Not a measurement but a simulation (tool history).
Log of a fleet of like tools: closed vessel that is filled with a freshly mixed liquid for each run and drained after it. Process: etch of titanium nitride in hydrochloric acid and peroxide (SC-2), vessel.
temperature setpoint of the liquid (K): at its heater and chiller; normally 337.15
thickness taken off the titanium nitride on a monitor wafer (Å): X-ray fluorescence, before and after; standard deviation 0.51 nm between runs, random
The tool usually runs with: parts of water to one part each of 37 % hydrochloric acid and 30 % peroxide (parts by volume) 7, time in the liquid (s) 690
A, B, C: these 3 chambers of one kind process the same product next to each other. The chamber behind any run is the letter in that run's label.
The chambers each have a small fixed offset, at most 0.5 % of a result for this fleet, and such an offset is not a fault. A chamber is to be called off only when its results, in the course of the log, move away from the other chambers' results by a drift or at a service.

| run | hour | temperature setpoint of the liquid (K) | parts of water to one part each of 37 % hydrochloric acid and 30 % peroxide (parts by volume) | time in the liquid (s) | read-back film thickness of the titanium nitride reference wafer, read on the same gauge (nm) | thickness taken off the titanium nitride on a monitor wafer (Å) |
|---|---|---|---|---|---|---|
| 1B | 3.2 | 337.15 | 7 | 690 | 150.01 | 517.98 |
| 2A | 8.4 | 337.15 | 7 | 690 | 149.98 | 523.92 |
| 3C | 12.9 | 337.15 | 7 | 690 | 150.02 | 523.78 |
| 4C | 17.1 | 337.15 | 7 | 690 | 149.97 | 533.16 |
| 5B | 20 | 337.15 | 7 | 690 | 149.98 | 516.72 |
| 6A | 25 | 337.15 | 7 | 690 | 150 | 522.63 |
| 7B | 27.8 | 337.15 | 7 | 690 | 150.02 | 520.25 |
| 8C | 30.5 | 337.15 | 5.5 | 690 | 150.03 | 627.07 |
| 9A | 35.2 | 337.15 | 5.5 | 690 | 150.02 | 623.29 |
| 10A | 40.4 | 337.15 | 5.5 | 690 | 150.02 | 619.48 |
| 11B | 44.1 | 337.15 | 7 | 690 | 150 | 525.71 |
| 12C | 49.4 | 337.15 | 7 | 690 | 149.97 | 507.34 |
| 13C | 52 | 337.15 | 7 | 815 | 150.03 | 595.52 |
| 14A | 57.1 | 337.15 | 7 | 815 | 150.01 | 603.58 |
| 15B | 60.8 | 337.15 | 7 | 815 | 150.02 | 620.77 |
| 16A | 64.2 | 337.15 | 7 | 690 | 149.97 | 518.89 |
| 17B | 68.5 | 337.15 | 7 | 690 | 150 | 523.84 |
| 18C | 71.9 | 337.15 | 7 | 690 | 150.04 | 503.02 |
| 19C | 76.8 | 337.15 | 7 | 690 | 150.02 | 497.79 |
| 20A | 80.2 | 337.15 | 4.5 | 690 | 150 | 727.11 |

Has any chamber moved away from the others, gradually or after a service, or does the common gauge drift, or do the chambers differ only by their own small steady offsets? State the chamber and the most likely cause if one applies.

Little by little, chamber C moves away from the other chambers.
Cause: liquid colder than its thermometer reads (K) = 1.03.
The log may not separate it from: chemicals flow below the setpoint (%); peroxide weaker than its label (%).

Below are 4 candidate recipes for chamber C's next run, each the usual settings with a change, their results shown as question marks. Which of them brings C's results back in line with what the other chambers give on the usual settings?
In-line tolerance around the mean of the other chambers on the usual settings: thickness taken off the titanium nitride on a monitor wafer (Å) 18
| 21C-1 | 84 | 337.15 | 7.5 | 640 |  | ? |
| 21C-2 | 84 | 337.15 | 7 | 770 |  | ? |
| 21C-3 | 84 | 336.65 | 7 | 675 |  | ? |
| 21C-4 | 84 | 338.15 | 7 | 690 |  | ? |

The mean the other chambers reach with the usual settings: thickness taken off the titanium nitride on a monitor wafer (Å) 521.48
| run | thickness taken off the titanium nitride on a monitor wafer (Å) |
|---|---|
| 21C-1 | 432.66 |
| 21C-2 | 549.52 |
| 21C-3 | 467.08 |
| 21C-4 | 522.99 |
21C-4 is the one that brings the chamber's results back in line with the other chambers.

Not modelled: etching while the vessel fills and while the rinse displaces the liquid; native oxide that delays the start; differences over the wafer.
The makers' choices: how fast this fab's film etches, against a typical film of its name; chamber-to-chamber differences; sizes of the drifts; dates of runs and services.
